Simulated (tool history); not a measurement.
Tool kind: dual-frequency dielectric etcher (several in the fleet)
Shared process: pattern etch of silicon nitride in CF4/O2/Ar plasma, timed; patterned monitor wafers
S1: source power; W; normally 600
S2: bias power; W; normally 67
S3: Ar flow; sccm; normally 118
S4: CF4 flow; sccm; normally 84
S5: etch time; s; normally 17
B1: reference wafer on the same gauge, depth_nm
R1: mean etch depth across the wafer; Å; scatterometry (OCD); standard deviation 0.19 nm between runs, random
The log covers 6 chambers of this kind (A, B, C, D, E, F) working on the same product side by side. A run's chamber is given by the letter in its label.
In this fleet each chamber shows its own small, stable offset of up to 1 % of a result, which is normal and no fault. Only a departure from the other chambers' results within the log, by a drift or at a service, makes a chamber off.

run	day	S1	S2	S3	S4	S5	B1	R1
1C	0.167	600	67	118	84	17	39.094	405.92
2D	0.329	600	67	118	84	17	39.082	405.88
3E	0.588	600	67	118	84	17	39.088	406.65
4F	0.858	600	67	118	84	17	39.123	408.43
5A	1.175	600	67	92	84	17	39.083	413.18
6B	1.379	600	67	92	84	17	39.078	418.56
7A	1.721	600	67	92	84	17	39.045	416.99
8C	2.096	600	67	92	84	17	39.073	417.71
9B	2.421	600	67	92	84	17	39.131	416.04
10E	2.704	600	67	92	84	17	39.147	422.29
11D	2.975	600	67	118	84	17	39.086	405.36
12F	3.279	600	67	118	84	17	39.106	410.46
# day 3.329: chamber F: Ar flow controller replaced
13E	3.562	600	67	118	84	17	39.138	406.95
14F	3.912	600	67	118	84	13.5	39.087	322.59
15C	4.179	600	67	118	84	13.5	39.069	322.59
16A	4.4	600	67	118	84	13.5	39.069	319.85
17D	4.696	600	67	118	84	13.5	39.145	320.36
18B	4.921	600	67	118	84	13.5	39.074	319.78
19C	5.246	600	67	118	84	13.5	39.16	323.65
20D	5.488	600	67	118	84	17	39.13	405.06
# day 5.733: chamber B: wet clean of the chamber
21A	5.846	600	67	118	84	17	39.104	407.6
22F	6.088	600	67	118	84	17	39.104	402.76
23E	6.346	600	67	118	84	17	39.068	407.75
24B	6.629	600	67	118	84	17	39.106	402.6
25A	6.962	600	67	118	84	17	39.121	403.91
26C	7.242	600	67	118	84	17	39.141	407.98
27E	7.404	600	67	118	84	17	39.07	407.79
28B	7.612	600	67	118	84	17	39.079	405.26
29D	7.925	600	67	128	84	12.5	39.099	296.77
30F	8.258	600	67	128	84	12.5	39.114	288.66
31C	8.533	600	67	128	84	12.5	39.083	295.37
32D	8.796	600	67	128	84	12.5	39.095	297.25
33F	9.146	600	67	128	84	12.5	39.136	288.05
34E	9.404	600	67	128	84	12.5	39.084	299.09
35B	9.612	600	67	118	84	17	39.078	403.84
36A	9.917	600	67	118	67	17	39.106	394.67
37E	10.217	600	67	118	67	17	39.079	396.2
38A	10.554	600	67	118	67	17	39.129	392.14
39D	10.746	600	67	118	67	17	39.09	395.54

Next, all 6 chambers run the settings below, one line each with question marks for the results. What does each chamber give?
40A	11.017	600	67	118	70	17		?
40B	11.017	600	67	118	70	17		?
40C	11.017	600	67	118	70	17		?
40D	11.017	600	67	118	70	17		?
40E	11.017	600	67	118	70	17		?
40F	11.017	600	67	118	70	17		?

run	R1
40A	397.71
40B	394.76
40C	392.63
40D	395.35
40E	399.48
40F	378.78
